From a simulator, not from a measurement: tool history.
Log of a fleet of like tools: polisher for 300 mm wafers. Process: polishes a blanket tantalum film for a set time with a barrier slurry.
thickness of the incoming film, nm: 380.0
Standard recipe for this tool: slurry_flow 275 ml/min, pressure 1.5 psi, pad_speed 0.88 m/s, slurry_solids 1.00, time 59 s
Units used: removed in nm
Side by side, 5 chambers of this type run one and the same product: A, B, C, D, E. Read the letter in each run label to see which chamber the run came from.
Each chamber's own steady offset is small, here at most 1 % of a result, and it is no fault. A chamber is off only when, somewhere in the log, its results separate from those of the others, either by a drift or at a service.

| run | hour | slurry_flow | pressure | pad_speed | slurry_solids | time | wafers polished on this pad | hours since the slurry nozzle was cleaned | hours since the head pressure was calibrated | hours since the slurry blender was calibrated | removed |
|---|---|---|---|---|---|---|---|---|---|---|---|
| 1A | 6.8 | 275 | 1.5 | 0.88 | 1.00 | 59 | 84 | 287.8 | 558.1 | 228.7 | 64.813 |
|  | 10.3 | chamber D: worn pad replaced by a new one |
| 2E | 12.2 | 275 | 1.5 | 0.88 | 1.00 | 59 | 243 | 83.5 | 275.9 | 210.1 | 62.430 |
|  | 18.0 | chamber D: slurry blender recalibrated |
| 3B | 21.0 | 275 | 1.5 | 0.88 | 1.00 | 59 | 491 | 268.2 | 1073.0 | 82.9 | 65.190 |
| 4C | 30.4 | 275 | 1.5 | 0.88 | 1.00 | 59 | 894 | 285.7 | 563.2 | 143.4 | 63.674 |
| 5D | 38.3 | 275 | 1.5 | 0.88 | 1.00 | 59 | 302 | 212.6 | 973.1 | 20.4 | 64.404 |
|  | 42.6 | chamber C: slurry nozzle cleaned |
|  | 42.7 | chamber C: worn pad replaced by a new one |
|  | 44.7 | chamber E: worn pad replaced by a new one |
| 6C | 46.6 | 275 | 1.5 | 0.88 | 1.00 | 59 | 42 | 4.1 | 579.4 | 159.6 | 63.853 |
| 7E | 51.8 | 275 | 1.5 | 0.88 | 1.00 | 59 | 76 | 123.1 | 315.5 | 249.7 | 64.550 |
|  | 59.9 | chamber B: worn pad replaced by a new one |
| 8A | 60.7 | 310 | 1.5 | 0.88 | 1.10 | 59 | 666 | 341.7 | 612.0 | 282.6 | 67.655 |
|  | 61.4 | chamber B: slurry blender recalibrated |
|  | 62.6 | chamber C: slurry blender recalibrated |
| 9B | 68.2 | 310 | 1.5 | 0.88 | 1.10 | 59 | 90 | 315.4 | 1120.2 | 6.9 | 66.450 |
|  | 73.4 | chamber A: worn pad replaced by a new one |
| 10D | 73.9 | 310 | 1.5 | 0.88 | 1.10 | 59 | 686 | 248.2 | 1008.7 | 56.0 | 65.191 |
| 11A | 81.8 | 310 | 1.5 | 0.88 | 1.10 | 59 | 91 | 362.8 | 633.1 | 303.7 | 67.789 |
|  | 91.1 | chamber D: worn pad replaced by a new one |
|  | 92.0 | chamber E: head pressure recalibrated |
| 12B | 92.2 | 310 | 1.5 | 0.88 | 1.10 | 59 | 349 | 339.4 | 1144.2 | 30.9 | 67.172 |
|  | 95.3 | chamber E: slurry blender recalibrated |
|  | 97.0 | chamber E: worn pad replaced by a new one |
|  | 97.1 | chamber D: head pressure recalibrated |
| 13D | 100.2 | 275 | 1.5 | 0.88 | 1.00 | 59 | 99 | 274.5 | 3.1 | 82.3 | 63.696 |
|  | 101.3 | chamber C: head pressure recalibrated |
| 14E | 109.8 | 275 | 1.5 | 0.88 | 1.00 | 59 | 138 | 181.1 | 17.8 | 14.6 | 63.997 |
|  | 114.2 | chamber C: worn pad replaced by a new one |
|  | 115.1 | chamber A: head pressure recalibrated |
| 15C | 115.1 | 275 | 1.5 | 0.88 | 1.00 | 59 | 9 | 72.6 | 13.9 | 52.6 | 63.836 |
| 16B | 122.8 | 275 | 1.5 | 0.88 | 1.00 | 59 | 679 | 370.0 | 1174.8 | 61.5 | 64.432 |
| 17E | 128.2 | 275 | 1.5 | 0.88 | 1.00 | 59 | 337 | 199.5 | 36.2 | 33.0 | 63.232 |
| 18D | 134.2 | 275 | 1.5 | 0.68 | 1.00 | 73 | 466 | 308.5 | 37.1 | 116.3 | 60.508 |
| 19C | 143.3 | 275 | 1.5 | 0.68 | 1.00 | 73 | 314 | 100.8 | 42.1 | 80.8 | 60.050 |
|  | 145.7 | chamber B: worn pad replaced by a new one |
| 20A | 148.3 | 275 | 1.5 | 0.68 | 1.00 | 73 | 809 | 429.3 | 33.3 | 370.2 | 60.463 |
| 21B | 156.2 | 275 | 1.5 | 0.68 | 1.00 | 73 | 113 | 403.4 | 1208.2 | 94.9 | 60.455 |
|  | 156.7 | chamber E: worn pad replaced by a new one |
| 22D | 163.0 | 275 | 1.5 | 0.68 | 1.00 | 73 | 777 | 337.3 | 65.9 | 145.1 | 61.745 |
|  | 164.2 | chamber A: worn pad replaced by a new one |
| 23A | 169.5 | 275 | 1.5 | 0.88 | 1.00 | 59 | 57 | 450.5 | 54.5 | 391.4 | 63.936 |
|  | 176.7 | chamber D: worn pad replaced by a new one |
|  | 177.2 | chamber B: head pressure recalibrated |
|  | 177.7 | chamber B: slurry blender recalibrated |
| 24C | 178.9 | 275 | 1.5 | 0.88 | 1.25 | 50 | 698 | 136.4 | 77.7 | 116.4 | 56.581 |
| 25E | 189.2 | 275 | 1.5 | 0.88 | 1.25 | 50 | 351 | 260.5 | 97.2 | 94.0 | 57.506 |
|  | 195.2 | chamber C: worn pad replaced by a new one |
| 26E | 195.9 | 275 | 1.5 | 0.88 | 1.25 | 50 | 423 | 267.2 | 103.9 | 100.7 | 57.223 |
| 27D | 203.4 | 275 | 1.5 | 0.88 | 1.25 | 50 | 288 | 377.7 | 106.3 | 185.5 | 57.583 |
|  | 204.9 | chamber C: slurry blender recalibrated |
| 28A | 212.0 | 275 | 1.5 | 0.88 | 1.25 | 50 | 516 | 493.0 | 97.0 | 433.9 | 57.418 |
|  | 217.7 | chamber E: worn pad replaced by a new one |
| 29C | 218.9 | 275 | 1.5 | 0.88 | 1.00 | 59 | 256 | 176.4 | 117.7 | 14.1 | 63.923 |
|  | 226.2 | chamber D: slurry blender recalibrated |
| 30B | 228.9 | 275 | 1.5 | 1.16 | 1.00 | 42 | 898 | 476.1 | 51.7 | 51.3 | 63.928 |
|  | 231.6 | chamber A: slurry blender recalibrated |
| 31A | 233.9 | 275 | 1.5 | 1.16 | 1.00 | 42 | 752 | 514.9 | 118.9 | 2.3 | 60.605 |
|  | 240.0 | chamber B: worn pad replaced by a new one |
| 32D | 243.1 | 275 | 1.5 | 1.16 | 1.00 | 42 | 716 | 417.4 | 146.0 | 17.0 | 59.323 |
| 33B | 252.7 | 275 | 1.5 | 1.16 | 1.00 | 42 | 138 | 499.9 | 75.5 | 75.1 | 64.547 |
|  | 255.2 | chamber A: worn pad replaced by a new one |
| 34E | 262.0 | 275 | 1.5 | 1.16 | 1.00 | 42 | 479 | 333.3 | 170.0 | 166.8 | 58.664 |
| 35C | 268.4 | 275 | 1.5 | 0.88 | 1.00 | 59 | 790 | 225.9 | 167.2 | 63.6 | 62.241 |
| 36E | 278.5 | 275 | 1.5 | 0.88 | 1.00 | 59 | 657 | 349.8 | 186.5 | 183.3 | 64.267 |
|  | 283.3 | chamber C: worn pad replaced by a new one |
| 37C | 286.8 | 275 | 1.5 | 0.88 | 1.00 | 59 | 38 | 244.3 | 185.6 | 82.0 | 63.499 |
| 38B | 291.3 | 275 | 1.5 | 0.74 | 1.00 | 59 | 554 | 538.5 | 114.1 | 113.7 | 57.624 |
| 39A | 301.6 | 275 | 1.5 | 0.74 | 1.00 | 59 | 501 | 582.6 | 186.6 | 70.0 | 53.377 |

All chambers now run identical settings, listed one chamber a line with results as question marks. What results will each chamber show?
| 40A | 309.1 | 275 | 1.5 | 0.88 | 0.80 | 59 |  |  |  |  | ? |
| 40B | 309.1 | 275 | 1.5 | 0.88 | 0.80 | 59 |  |  |  |  | ? |
| 40C | 309.1 | 275 | 1.5 | 0.88 | 0.80 | 59 |  |  |  |  | ? |
| 40D | 309.1 | 275 | 1.5 | 0.88 | 0.80 | 59 |  |  |  |  | ? |
| 40E | 309.1 | 275 | 1.5 | 0.88 | 0.80 | 59 |  |  |  |  | ? |

| run | removed |
|---|---|
| 40A | 60.647 |
| 40B | 63.740 |
| 40C | 58.117 |
| 40D | 60.008 |
| 40E | 59.363 |

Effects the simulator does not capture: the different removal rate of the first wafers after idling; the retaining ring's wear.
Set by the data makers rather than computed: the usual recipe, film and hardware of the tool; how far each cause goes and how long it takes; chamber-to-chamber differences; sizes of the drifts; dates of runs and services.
